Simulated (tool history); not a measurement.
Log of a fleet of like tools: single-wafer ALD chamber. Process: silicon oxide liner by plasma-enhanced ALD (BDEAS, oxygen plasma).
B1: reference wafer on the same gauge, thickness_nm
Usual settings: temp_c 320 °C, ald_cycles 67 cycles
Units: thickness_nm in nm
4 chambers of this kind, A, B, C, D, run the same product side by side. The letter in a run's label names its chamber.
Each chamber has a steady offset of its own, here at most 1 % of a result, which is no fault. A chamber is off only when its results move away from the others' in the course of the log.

run 1B hour=10.3 | temp_c=320 ald_cycles=67 | B1=6.5373 | thickness_nm=6.0773
run 2D hour=18.4 | temp_c=320 ald_cycles=67 | B1=6.5396 | thickness_nm=6.1065
run 3C hour=26.5 | temp_c=320 ald_cycles=67 | B1=6.5364 | thickness_nm=6.0215
run 4A hour=34.9 | temp_c=320 ald_cycles=67 | B1=6.5388 | thickness_nm=6.049
run 5A hour=41.7 | temp_c=320 ald_cycles=67 | B1=6.5346 | thickness_nm=6.0657
run 6B hour=50.9 | temp_c=320 ald_cycles=67 | B1=6.5356 | thickness_nm=6.1007
run 7D hour=57.1 | temp_c=320 ald_cycles=67 | B1=6.5325 | thickness_nm=6.1053
run 8C hour=65 | temp_c=330 ald_cycles=79 | B1=6.531 | thickness_nm=6.9993
run 9D hour=75.2 | temp_c=330 ald_cycles=79 | B1=6.5304 | thickness_nm=7.0943
run 10B hour=87.2 | temp_c=330 ald_cycles=79 | B1=6.5266 | thickness_nm=7.0581
run 11A hour=96.9 | temp_c=330 ald_cycles=79 | B1=6.5295 | thickness_nm=7.0479
run 12C hour=104.9 | temp_c=320 ald_cycles=67 | B1=6.5299 | thickness_nm=5.9925
run 13C hour=116 | temp_c=320 ald_cycles=67 | B1=6.5234 | thickness_nm=5.9897
run 14B hour=127.8 | temp_c=320 ald_cycles=67 | B1=6.5268 | thickness_nm=6.0869
run 15A hour=133.8 | temp_c=320 ald_cycles=67 | B1=6.5252 | thickness_nm=6.0499
run 16D hour=143 | temp_c=320 ald_cycles=55 | B1=6.5246 | thickness_nm=5.0099
run 17A hour=150.9 | temp_c=320 ald_cycles=55 | B1=6.5215 | thickness_nm=4.9585
run 18B hour=160.9 | temp_c=320 ald_cycles=55 | B1=6.523 | thickness_nm=4.9627
run 19C hour=169.8 | temp_c=320 ald_cycles=55 | B1=6.5224 | thickness_nm=4.917
run 20D hour=178.5 | temp_c=320 ald_cycles=67 | B1=6.5225 | thickness_nm=6.0826
run 21A hour=188.9 | temp_c=320 ald_cycles=76 | B1=6.5152 | thickness_nm=6.8572
run 22C hour=196.8 | temp_c=320 ald_cycles=76 | B1=6.5165 | thickness_nm=6.7749
-- hour=200.2 chamber C: thermocouple changed; heater temperature recalibrated
run 23D hour=208.1 | temp_c=320 ald_cycles=76 | B1=6.5172 | thickness_nm=6.9048
run 24B hour=219.4 | temp_c=320 ald_cycles=76 | B1=6.5146 | thickness_nm=6.8683
run 25C hour=232.1 | temp_c=325 ald_cycles=74 | B1=6.5124 | thickness_nm=6.5533
run 26A hour=244 | temp_c=325 ald_cycles=74 | B1=6.5119 | thickness_nm=6.6201
run 27B hour=251.7 | temp_c=325 ald_cycles=74 | B1=6.5102 | thickness_nm=6.6478
run 28D hour=265 | temp_c=325 ald_cycles=74 | B1=6.5082 | thickness_nm=6.6505
run 29B hour=277.6 | temp_c=320 ald_cycles=67 | B1=6.5074 | thickness_nm=6.0676
run 30A hour=290.3 | temp_c=320 ald_cycles=67 | B1=6.5081 | thickness_nm=6.0473
run 31C hour=296.8 | temp_c=306 ald_cycles=67 | B1=6.504 | thickness_nm=6.1035
run 32D hour=307.3 | temp_c=306 ald_cycles=67 | B1=6.5035 | thickness_nm=6.2109
run 33A hour=320.6 | temp_c=306 ald_cycles=67 | B1=6.5038 | thickness_nm=6.1465
run 34C hour=332.7 | temp_c=306 ald_cycles=67 | B1=6.503 | thickness_nm=6.1108
run 35D hour=343.7 | temp_c=320 ald_cycles=67 | B1=6.4983 | thickness_nm=6.0762
run 36B hour=355.8 | temp_c=320 ald_cycles=67 | B1=6.4997 | thickness_nm=6.0413
run 37B hour=365.1 | temp_c=320 ald_cycles=67 | B1=6.4976 | thickness_nm=6.0345

Next, every chamber runs the same settings. What will each give?
run 38A hour=374.9 | temp_c=320 ald_cycles=67 | thickness_nm=?
run 38B hour=374.9 | temp_c=320 ald_cycles=67 | thickness_nm=?
run 38C hour=374.9 | temp_c=320 ald_cycles=67 | thickness_nm=?
run 38D hour=374.9 | temp_c=320 ald_cycles=67 | thickness_nm=?

run=38A thickness_nm=6.0311
run=38B thickness_nm=6.0419
run=38C thickness_nm=5.9632
run=38D thickness_nm=6.0774
